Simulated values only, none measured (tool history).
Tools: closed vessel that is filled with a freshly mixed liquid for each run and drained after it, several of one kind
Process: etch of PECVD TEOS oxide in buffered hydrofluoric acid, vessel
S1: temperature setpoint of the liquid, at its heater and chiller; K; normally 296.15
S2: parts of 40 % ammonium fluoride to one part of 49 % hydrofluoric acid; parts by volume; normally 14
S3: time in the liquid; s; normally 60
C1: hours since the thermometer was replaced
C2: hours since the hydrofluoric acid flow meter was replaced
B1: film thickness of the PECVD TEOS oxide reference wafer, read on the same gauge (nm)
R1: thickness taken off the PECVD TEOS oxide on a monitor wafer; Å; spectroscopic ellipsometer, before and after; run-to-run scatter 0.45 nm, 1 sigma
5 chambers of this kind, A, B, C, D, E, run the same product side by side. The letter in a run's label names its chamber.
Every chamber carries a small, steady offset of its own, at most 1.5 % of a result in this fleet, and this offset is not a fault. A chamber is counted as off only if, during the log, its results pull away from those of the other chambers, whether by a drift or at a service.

run	hour	S1	S2	S3	C1	C2	B1	R1
1D	5.7	296.15	14	60	1970.8	212.4	140	596.48
2C	8.5	296.15	14	60	1222.6	326.8	140	595.35
# hour 10.7: chamber A: thermometer replaced
3B	14.7	296.15	14	60	996.1	1135.6	139.99	578.91
4E	18.8	296.15	14	60	323.6	817.4	140.01	592.8
5A	23	296.15	14	60	12.3	326.5	140.02	580.39
6B	29	293.15	14	90	1010.4	1149.9	139.99	756.86
7D	33.7	293.15	14	90	1998.8	240.4	139.99	761.4
8C	38.5	293.15	14	90	1252.6	356.8	139.99	745.9
9A	43.6	293.15	14	90	32.9	347.1	140.01	731.77
10E	48.1	293.15	14	90	352.9	846.7	140	750.74
11D	53.3	296.15	14	60	2018.4	260	140.04	583.48
12B	56.8	296.15	14	60	1038.2	1177.7	140.02	584.09
13E	62.4	293.15	14	60	367.2	861	139.98	504.9
14A	66.9	293.15	14	60	56.2	370.4	140	483.96
15C	73.1	293.15	14	60	1287.2	391.4	139.99	501.02
16C	78.4	293.15	14	60	1292.5	396.7	140	504.57
17B	82	293.15	14	60	1063.4	1202.9	139.98	495.5
18E	87.5	296.15	14	60	392.3	886.1	140	591.11
19D	92.7	296.15	14	60	2057.8	299.4	140.02	595.9
20A	97.4	299.15	14	60	86.7	400.9	139.99	662.04
21D	103.5	299.15	14	60	2068.6	310.2	139.99	708.01
22C	107.9	299.15	14	60	1322	426.2	140	686.48
23A	112	299.15	14	60	101.3	415.5	139.98	653.1
24B	115.3	299.15	14	60	1096.7	1236.2	140	697.46
25E	118.6	296.15	11.5	60	423.4	917.2	140.01	709.85
26B	124.5	296.15	11.5	60	1105.9	1245.4	139.98	713.93
27D	130.2	296.15	11.5	60	2095.3	336.9	139.99	721.38
28A	134.7	296.15	11.5	60	124	438.2	140.01	671.34
29E	137.8	296.15	11.5	60	442.6	936.4	140	716.47
30C	141.9	296.15	14	60	1356	460.2	140	582.97
31C	146.6	296.15	14	60	1360.7	464.9	140	594.32
32B	151.3	296.15	14	60	1132.7	1272.2	139.99	590.94
33A	156.2	296.15	14	60	145.5	459.7	140.03	550.32
34D	162.4	296.15	14	60	2127.5	369.1	139.98	601.06

Next, all 5 chambers run the settings below, one line each with question marks for the results. What does each chamber give?
35A	166.9	296.15	16.5	60				?
35B	166.9	296.15	16.5	60				?
35C	166.9	296.15	16.5	60				?
35D	166.9	296.15	16.5	60				?
35E	166.9	296.15	16.5	60				?

run	R1
35A	470.84
35B	504.6
35C	501.23
35D	500.98
35E	501.63
